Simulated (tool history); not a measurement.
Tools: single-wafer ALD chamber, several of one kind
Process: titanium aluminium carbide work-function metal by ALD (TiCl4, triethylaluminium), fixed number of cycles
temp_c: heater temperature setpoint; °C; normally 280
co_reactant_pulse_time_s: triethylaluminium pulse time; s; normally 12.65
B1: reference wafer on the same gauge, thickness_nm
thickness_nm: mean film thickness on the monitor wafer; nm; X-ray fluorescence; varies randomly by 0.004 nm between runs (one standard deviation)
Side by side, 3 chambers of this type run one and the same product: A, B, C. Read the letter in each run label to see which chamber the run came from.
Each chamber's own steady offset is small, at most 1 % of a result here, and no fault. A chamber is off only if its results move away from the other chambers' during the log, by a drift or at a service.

{"run": "1C", "hour": 4.9, "temp_c": 280, "co_reactant_pulse_time_s": 12.65, "B1": 1.7309, "thickness_nm": 1.8779}
{"run": "2A", "hour": 14.6, "temp_c": 280, "co_reactant_pulse_time_s": 12.65, "B1": 1.7297, "thickness_nm": 1.8577}
{"run": "3B", "hour": 25.7, "temp_c": 280, "co_reactant_pulse_time_s": 12.65, "B1": 1.73, "thickness_nm": 1.8756}
{"run": "4A", "hour": 36.3, "temp_c": 280, "co_reactant_pulse_time_s": 12.65, "B1": 1.7298, "thickness_nm": 1.8426}
{"run": "5B", "hour": 41.9, "temp_c": 280, "co_reactant_pulse_time_s": 12.65, "B1": 1.7299, "thickness_nm": 1.8782}
{"run": "6C", "hour": 51.0, "temp_c": 280, "co_reactant_pulse_time_s": 12.65, "B1": 1.7308, "thickness_nm": 1.8792}
{"run": "7B", "hour": 58.7, "temp_c": 280, "co_reactant_pulse_time_s": 12.65, "B1": 1.7298, "thickness_nm": 1.8774}
{"hour": 62.9, "done": "chamber B: thermocouple changed; heater temperature recalibrated"}
{"run": "8A", "hour": 67.5, "temp_c": 280, "co_reactant_pulse_time_s": 12.65, "B1": 1.7303, "thickness_nm": 1.8513}
{"run": "9C", "hour": 77.3, "temp_c": 280, "co_reactant_pulse_time_s": 12.65, "B1": 1.7306, "thickness_nm": 1.8844}
{"run": "10A", "hour": 86.4, "temp_c": 280, "co_reactant_pulse_time_s": 12.65, "B1": 1.7297, "thickness_nm": 1.8502}
{"run": "11C", "hour": 92.7, "temp_c": 280, "co_reactant_pulse_time_s": 12.65, "B1": 1.7305, "thickness_nm": 1.8804}
{"run": "12B", "hour": 103.4, "temp_c": 284, "co_reactant_pulse_time_s": 9.58, "B1": 1.73, "thickness_nm": 1.8678}
{"run": "13B", "hour": 112.7, "temp_c": 284, "co_reactant_pulse_time_s": 9.58, "B1": 1.7293, "thickness_nm": 1.8704}
{"run": "14A", "hour": 117.6, "temp_c": 284, "co_reactant_pulse_time_s": 9.58, "B1": 1.7295, "thickness_nm": 1.8149}
{"run": "15C", "hour": 126.6, "temp_c": 280, "co_reactant_pulse_time_s": 12.65, "B1": 1.7303, "thickness_nm": 1.8786}
{"run": "16B", "hour": 136.7, "temp_c": 280, "co_reactant_pulse_time_s": 16.01, "B1": 1.7302, "thickness_nm": 1.8964}
{"run": "17C", "hour": 144.2, "temp_c": 280, "co_reactant_pulse_time_s": 16.01, "B1": 1.7296, "thickness_nm": 1.8928}
{"run": "18A", "hour": 149.1, "temp_c": 280, "co_reactant_pulse_time_s": 16.01, "B1": 1.7313, "thickness_nm": 1.8582}
{"run": "19B", "hour": 158.3, "temp_c": 280, "co_reactant_pulse_time_s": 12.65, "B1": 1.7313, "thickness_nm": 1.8842}
{"run": "20A", "hour": 166.6, "temp_c": 280, "co_reactant_pulse_time_s": 10.99, "B1": 1.7304, "thickness_nm": 1.8028}
{"run": "21C", "hour": 173.4, "temp_c": 280, "co_reactant_pulse_time_s": 10.99, "B1": 1.7298, "thickness_nm": 1.8639}
{"run": "22C", "hour": 179.6, "temp_c": 280, "co_reactant_pulse_time_s": 10.99, "B1": 1.7301, "thickness_nm": 1.863}
{"run": "23A", "hour": 189.7, "temp_c": 280, "co_reactant_pulse_time_s": 17.15, "B1": 1.7299, "thickness_nm": 1.8591}
{"run": "24B", "hour": 194.7, "temp_c": 280, "co_reactant_pulse_time_s": 17.15, "B1": 1.731, "thickness_nm": 1.8985}
{"run": "25C", "hour": 201.1, "temp_c": 280, "co_reactant_pulse_time_s": 17.15, "B1": 1.7292, "thickness_nm": 1.897}
{"run": "26A", "hour": 206.8, "temp_c": 280, "co_reactant_pulse_time_s": 12.65, "B1": 1.7297, "thickness_nm": 1.813}
{"run": "27B", "hour": 212.3, "temp_c": 280, "co_reactant_pulse_time_s": 12.65, "B1": 1.7301, "thickness_nm": 1.8822}
{"run": "28B", "hour": 218.1, "temp_c": 280, "co_reactant_pulse_time_s": 12.65, "B1": 1.7296, "thickness_nm": 1.8847}
{"run": "29C", "hour": 224.1, "temp_c": 288, "co_reactant_pulse_time_s": 12.65, "B1": 1.7288, "thickness_nm": 1.9506}
{"run": "30A", "hour": 233.7, "temp_c": 288, "co_reactant_pulse_time_s": 12.65, "B1": 1.7293, "thickness_nm": 1.8686}
{"run": "31C", "hour": 240.1, "temp_c": 288, "co_reactant_pulse_time_s": 12.65, "B1": 1.731, "thickness_nm": 1.9523}

One chamber off, gauge drift, or nothing amiss beyond the chambers' own small offsets? If it is a chamber, which one, and what is the likeliest cause?

It is chamber A that slowly wanders off from its peers.
What lies behind it: triethylaluminium dose below that of a fresh bottle (%) = 27.3.
With only this log, it may be confused with: wafer temperature below the value expected at the setpoint (K).

Here are 4 candidates for chamber A's next run, each the usual settings with a change, their results left as question marks. Which one brings its results back in line with what the others give on the usual settings?
Allowed miss from the other chambers' usual-settings mean, per result, to count as in line: thickness_nm 0.015 nm
{"run": "32A-1", "hour": 248.1, "temp_c": 286, "co_reactant_pulse_time_s": 12.65, "thickness_nm": "?"}
{"run": "32A-2", "hour": 248.1, "temp_c": 277, "co_reactant_pulse_time_s": 11.74, "thickness_nm": "?"}
{"run": "32A-3", "hour": 248.1, "temp_c": 290, "co_reactant_pulse_time_s": 12.65, "thickness_nm": "?"}
{"run": "32A-4", "hour": 248.1, "temp_c": 270, "co_reactant_pulse_time_s": 12.65, "thickness_nm": "?"}

Average result of the remaining chambers running the usual settings: thickness_nm 1.8803 nm
run=32A-1 thickness_nm=1.8463
run=32A-2 thickness_nm=1.7522
run=32A-3 thickness_nm=1.8795
run=32A-4 thickness_nm=1.7145
The answer is 32A-3, which returns the chamber to within the allowed miss of the others.

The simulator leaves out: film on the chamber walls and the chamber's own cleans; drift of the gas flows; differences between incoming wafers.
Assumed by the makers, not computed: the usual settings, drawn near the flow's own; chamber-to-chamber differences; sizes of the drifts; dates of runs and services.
